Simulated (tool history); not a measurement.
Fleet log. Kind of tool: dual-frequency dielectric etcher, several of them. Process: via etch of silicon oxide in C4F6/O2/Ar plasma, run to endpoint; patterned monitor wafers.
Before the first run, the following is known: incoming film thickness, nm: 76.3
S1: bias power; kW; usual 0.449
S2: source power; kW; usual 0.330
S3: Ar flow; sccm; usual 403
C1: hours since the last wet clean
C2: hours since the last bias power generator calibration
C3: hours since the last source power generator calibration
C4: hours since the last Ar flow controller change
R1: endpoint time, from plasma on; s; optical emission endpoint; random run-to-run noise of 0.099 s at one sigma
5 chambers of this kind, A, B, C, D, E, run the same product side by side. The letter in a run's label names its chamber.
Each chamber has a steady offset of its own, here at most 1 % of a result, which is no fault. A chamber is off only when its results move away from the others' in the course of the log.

Run 1D, hour 3.3: usual settings; C1 126.9; C2 2183.3; C3 253.8; C4 3873.0. Result: R1 19.311 s.
Run 2C, hour 9.1: usual settings; C1 495.5; C2 2296.8; C3 2666.4; C4 928.3. Result: R1 19.422 s.
At hour 11.3: chamber E: bias power generator calibrated.
Run 3A, hour 14.4: usual settings; C1 439.0; C2 835.6; C3 750.1; C4 2621.3. Result: R1 19.296 s.
Run 4E, hour 19.4: usual settings; C1 405.8; C2 8.2; C3 1966.3; C4 353.4. Result: R1 19.379 s.
Run 5B, hour 22.8: usual settings; C1 327.6; C2 2816.8; C3 2711.4; C4 1401.3. Result: R1 19.608 s.
Run 6E, hour 25.6: usual settings; C1 412.0; C2 14.4; C3 1972.5; C4 359.6. Result: R1 19.400 s.
Run 7D, hour 29.3: usual settings; C1 152.9; C2 2209.3; C3 279.8; C4 3899.0. Result: R1 19.362 s.
Run 8B, hour 33.6: usual settings; C1 338.4; C2 2827.6; C3 2722.2; C4 1412.1. Result: R1 19.478 s.
Run 9A, hour 37.5: usual settings but S1 0.538 kW, S3 493 sccm; C1 462.1; C2 858.7; C3 773.2; C4 2644.4. Result: R1 18.378 s.
Run 10C, hour 43.1: usual settings but S1 0.538 kW, S3 493 sccm; C1 529.5; C2 2330.8; C3 2700.4; C4 962.3. Result: R1 18.651 s.
Run 11B, hour 48.8: usual settings but S1 0.538 kW, S3 493 sccm; C1 353.6; C2 2842.8; C3 2737.4; C4 1427.3. Result: R1 18.569 s.
Run 12A, hour 53.3: usual settings but S1 0.538 kW, S3 493 sccm; C1 477.9; C2 874.5; C3 789.0; C4 2660.2. Result: R1 18.504 s.
Run 13D, hour 57.7: usual settings but S1 0.538 kW, S3 493 sccm; C1 181.3; C2 2237.7; C3 308.2; C4 3927.4. Result: R1 18.384 s.
Run 14E, hour 62.3: usual settings but S1 0.509 kW, S3 499 sccm; C1 448.7; C2 51.1; C3 2009.2; C4 396.3. Result: R1 18.919 s.
Run 15C, hour 66.5: usual settings but S1 0.509 kW, S3 499 sccm; C1 552.9; C2 2354.2; C3 2723.8; C4 985.7. Result: R1 19.261 s.
Run 16A, hour 71.3: usual settings but S1 0.509 kW, S3 499 sccm; C1 495.9; C2 892.5; C3 807.0; C4 2678.2. Result: R1 19.038 s.
Run 17B, hour 74.5: usual settings but S1 0.509 kW, S3 499 sccm; C1 379.3; C2 2868.5; C3 2763.1; C4 1453.0. Result: R1 18.994 s.
Run 18E, hour 79.0: usual settings but S1 0.509 kW, S3 499 sccm; C1 465.4; C2 67.8; C3 2025.9; C4 413.0. Result: R1 18.932 s.
Run 19C, hour 84.2: usual settings; C1 570.6; C2 2371.9; C3 2741.5; C4 1003.4. Result: R1 19.589 s.
Run 20D, hour 87.2: usual settings but S3 496 sccm; C1 210.8; C2 2267.2; C3 337.7; C4 3956.9. Result: R1 19.847 s.
Run 21D, hour 90.4: usual settings but S3 496 sccm; C1 214.0; C2 2270.4; C3 340.9; C4 3960.1. Result: R1 19.899 s.
Run 22C, hour 93.1: usual settings but S3 496 sccm; C1 579.5; C2 2380.8; C3 2750.4; C4 1012.3. Result: R1 19.904 s.
Run 23B, hour 98.4: usual settings but S3 496 sccm; C1 403.2; C2 2892.4; C3 2787.0; C4 1476.9. Result: R1 20.015 s.
Run 24A, hour 104.2: usual settings but S3 496 sccm; C1 528.8; C2 925.4; C3 839.9; C4 2711.1. Result: R1 19.925 s.
Run 25E, hour 107.3: usual settings; C1 493.7; C2 96.1; C3 2054.2; C4 441.3. Result: R1 19.259 s.
Run 26C, hour 110.3: usual settings; C1 596.7; C2 2398.0; C3 2767.6; C4 1029.5. Result: R1 19.523 s.
Run 27A, hour 115.8: usual settings but S2 0.260 kW, S3 316 sccm; C1 540.4; C2 937.0; C3 851.5; C4 2722.7. Result: R1 20.353 s.
At hour 118.1: chamber B: wet clean of the chamber.
Run 28D, hour 119.6: usual settings but S2 0.260 kW, S3 316 sccm; C1 243.2; C2 2299.6; C3 370.1; C4 3989.3. Result: R1 20.548 s.
Run 29B, hour 125.0: usual settings but S2 0.260 kW, S3 316 sccm; C1 7.0; C2 2919.0; C3 2813.6; C4 1503.5. Result: R1 20.707 s.
Run 30E, hour 129.8: usual settings but S2 0.260 kW, S3 316 sccm; C1 516.2; C2 118.6; C3 2076.7; C4 463.8. Result: R1 20.849 s.
Run 31D, hour 133.3: usual settings but S2 0.260 kW, S3 316 sccm; C1 256.9; C2 2313.3; C3 383.8; C4 4003.0. Result: R1 20.573 s.

Is one chamber off against the others, does the gauge drift, or is nothing wrong? If a chamber is off, say which, and what the likeliest cause is.

Neither any chamber nor the gauge drifts; the chambers differ only by their own small, steady offsets.
